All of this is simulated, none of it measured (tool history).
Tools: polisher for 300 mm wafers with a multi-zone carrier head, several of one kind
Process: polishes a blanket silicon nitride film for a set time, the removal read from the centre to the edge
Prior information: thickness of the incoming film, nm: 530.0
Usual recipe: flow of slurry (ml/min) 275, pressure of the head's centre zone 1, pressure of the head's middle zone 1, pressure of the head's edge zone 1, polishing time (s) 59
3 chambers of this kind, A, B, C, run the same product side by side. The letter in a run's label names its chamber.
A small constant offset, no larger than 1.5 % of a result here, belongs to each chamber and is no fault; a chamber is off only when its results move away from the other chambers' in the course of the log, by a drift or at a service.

run   hour  flow of slurry (ml/min)  pressure of the head's centre zone  pressure of the head's middle zone  pressure of the head's edge zone  polishing time (s)  film removed at the wafer's centre (nm)  film removed at mid-radius (nm)  film removed at the wafer's edge (nm)
 1C    5.6                      275                                   1                                   1                                 1                  59                                   103.37                           101.05                                 101.96
 2B   13.7                      275                                   1                                   1                                 1                  59                                   100.69                           101.26                                 100.29
 3A   21.2                      275                                   1                                   1                                 1                  59                                    104.5                           102.21                                 101.66
      25.4  -- chamber A: worn pad replaced by a new one
      25.4  -- chamber A: centre zone pressure recalibrated
      27.7  -- chamber C: worn pad replaced by a new one
 4A   32.1                      275                                   1                                   1                                 1                  59                                   100.63                            101.6                                 101.97
 5C   40.2                      275                                   1                                   1                                 1                  59                                    99.84                           100.33                                  101.3
 6B   49.2                      275                                   1                                   1                                 1                  59                                   102.52                           102.08                                 101.15
 7C   59.8                      275                                   1                                   1                                 1                  59                                   102.11                           101.57                                 102.49
 8B   67.4                      275                                   1                                   1                                 1                  59                                   102.85                           102.84                                 102.78
 9A   74.6                      345                                1.08                                   1                                 1                  59                                   112.71                           103.77                                 101.67
10C   84.7                      345                                1.08                                   1                                 1                  59                                   112.58                           102.75                                 103.19
11A   92.3                      345                                1.08                                   1                                 1                  59                                   113.57                           105.45                                 102.11
      97.8  -- chamber C: worn pad replaced by a new one
12B  100.3                      275                                   1                                   1                                 1                  50                                   86.723                           85.435                                 86.888
     103.9  -- chamber B: worn pad replaced by a new one
13C  108.8                      275                                   1                                   1                                 1                  50                                   85.624                           84.905                                  86.75
14B  119.1                      275                                   1                                   1                                 1                  50                                   89.005                           85.379                                 85.357
15A    125                      275                                   1                                   1                                 1                  59                                   101.14                           102.82                                 100.28
     126.9  -- chamber A: worn pad replaced by a new one
16B  133.9                      275                                1.08                                   1                                 1                  59                                   108.46                           101.81                                  101.8
17A  142.6                      275                                1.08                                   1                                 1                  59                                   111.32                           103.04                                 100.77
18C  150.7                      275                                1.08                                   1                                 1                  59                                   111.52                           100.09                                 103.09
     160.7  -- chamber C: worn pad replaced by a new one
19B  160.7                      275                                   1                                0.92                                 1                  59                                   98.348                           94.186                                 102.53
20A  166.3                      275                                   1                                0.92                                 1                  59                                   104.46                            95.08                                  101.6
21C  172.4                      275                                   1                                0.92                                 1                  59                                   97.904                           93.961                                 102.47
22B    181                      275                                   1                                   1                                 1                  59                                   99.298                           101.87                                 101.76
23A  187.3                      275                                   1                                   1                                 1                  59                                   100.21                           102.66                                 100.69
     192.8  -- chamber A: slurry nozzle cleaned
24C  194.1                      275                                   1                                   1                                 1                  59                                   99.467                           99.293                                 102.16
     195.5  -- chamber A: edge zone pressure recalibrated
25A  199.6                      275                                   1                                   1                                 1                  59                                   103.52                           102.48                                 101.07
26B  207.5                      275                                   1                                   1                                 1                  59                                   99.771                           101.32                                    101
27C  213.1                      275                                   1                                   1                                 1                  59                                   99.956                           99.732                                  103.7
     221.3  -- chamber A: worn pad replaced by a new one
28A    223                      275                                   1                                   1                                 1                  59                                    103.9                           103.95                                  100.4
     227.1  -- chamber B: worn pad replaced by a new one
29C  228.8                      275                                   1                                   1                                 1                  59                                   102.87                           99.791                                 103.55
     233.5  -- chamber C: worn pad replaced by a new one
30B  239.2                      275                                   1                                   1                                 1                  59                                   103.94                           101.15                                 101.03
31B  250.2                      275                                   1                                   1                                 1                  59                                   101.78                           101.86                                 101.97
32C  260.9                      275                                   1                                   1                                 1                  45                                   76.257                           76.754                                 78.267

What goes on in this fleet: one chamber off, a drifting gauge, or nothing beyond the chambers' own small offsets? Name the chamber and the cause, if any.

No chamber is off and the gauge is stable; the differences are just each chamber's small, constant offset.

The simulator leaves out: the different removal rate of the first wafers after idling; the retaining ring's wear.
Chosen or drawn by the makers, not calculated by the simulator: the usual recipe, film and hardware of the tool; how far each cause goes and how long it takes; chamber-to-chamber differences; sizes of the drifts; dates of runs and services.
